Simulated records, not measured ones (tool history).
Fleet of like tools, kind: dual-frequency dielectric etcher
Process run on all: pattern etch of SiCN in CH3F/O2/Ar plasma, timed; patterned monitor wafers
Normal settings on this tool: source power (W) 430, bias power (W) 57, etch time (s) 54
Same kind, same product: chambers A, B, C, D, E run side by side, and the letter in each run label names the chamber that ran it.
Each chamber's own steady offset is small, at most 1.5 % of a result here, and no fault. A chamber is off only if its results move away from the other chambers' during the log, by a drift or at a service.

run,hour,source power (W),bias power (W),etch time (s),"read-back reference wafer on the same gauge, depth_nm",mean etch depth across the wafer (Å)
# hour 11.1: chamber A: source power generator calibrated
1B,12.5,430,57,54,22.311,190.89
2E,22.6,430,57,54,22.309,191.95
3C,31.8,430,57,54,22.315,190.8
4A,40.3,430,57,54,22.282,192.61
5D,54,430,57,68,22.302,238.35
6C,67.9,430,57,68,22.28,241.23
7B,83.1,430,57,68,22.303,239.81
8E,95.3,430,57,68,22.315,243.02
9D,110.9,430,57,68,22.317,237.65
10A,126,430,57,54,22.304,193.22
# hour 134.3: chamber B: wet clean of the chamber
11B,139.4,430,57,54,22.311,189.99
12E,149.6,430,49,68,22.294,229.91
13A,159.9,430,49,68,22.281,231.04
14C,168.7,430,49,68,22.307,228.73
15D,184.2,430,49,68,22.29,226.32
16B,199,430,49,68,22.329,228.28
17C,211.7,430,57,54,22.312,191.89
18A,226.2,430,57,54,22.311,191.71
# hour 237.9: chamber D: wet clean of the chamber
19E,240,430,57,54,22.285,192.33
20D,249.8,430,57,54,22.325,183.43
21A,263.4,430,57,54,22.292,191.72
22E,270.8,430,46,54,22.289,180.09
23C,279.5,430,46,54,22.304,178.76
24B,294.6,430,46,54,22.293,177.31
25D,308.9,430,46,54,22.327,171.02
26E,325.3,430,46,54,22.282,178.91
27A,333.2,530,57,63,22.298,242.9
28B,342.1,530,57,63,22.316,240.27
29C,355.8,530,57,63,22.294,244.79
30D,363.9,530,57,63,22.279,231.14
# hour 379: chamber A: bias power generator calibrated
31A,379.2,530,57,63,22.299,241.82
32E,389.6,430,57,54,22.302,191.83
33C,403.8,430,57,54,22.296,192.32
34D,412,430,57,54,22.29,183.01
35B,423,340,57,54,22.325,173.64
36D,438.8,340,57,54,22.305,166.4
37A,450.8,340,57,54,22.316,176.29

Is one chamber out of step, is the gauge drifting, or do the chambers differ by no more than their own small offsets? For an off chamber, give its letter and the likeliest cause.

The work done on chamber D during a service left it standing apart from the others.
Cause: etch rate under this chamber's usual, % = 3.64.

Here are 4 candidates for chamber D's next run, each the usual settings with a change, their results left as question marks. Which one brings its results back in line with what the others give on the usual settings?
To be in line, a result may differ from the other chambers' mean on the usual settings by at most: mean etch depth across the wafer (Å) 2.4
38D-1,462.5,440,58,58,,?
38D-2,462.5,430,57,56.5,,?
38D-3,462.5,430,49,54,,?
38D-4,462.5,420,56,50,,?

Usual-settings mean across the other chambers: mean etch depth across the wafer (Å) 191.65
run,mean etch depth across the wafer (Å)
38D-1,199.21
38D-2,191.22
38D-3,173.81
38D-4,166.7
It is 38D-2 that realigns the chamber with its peers.

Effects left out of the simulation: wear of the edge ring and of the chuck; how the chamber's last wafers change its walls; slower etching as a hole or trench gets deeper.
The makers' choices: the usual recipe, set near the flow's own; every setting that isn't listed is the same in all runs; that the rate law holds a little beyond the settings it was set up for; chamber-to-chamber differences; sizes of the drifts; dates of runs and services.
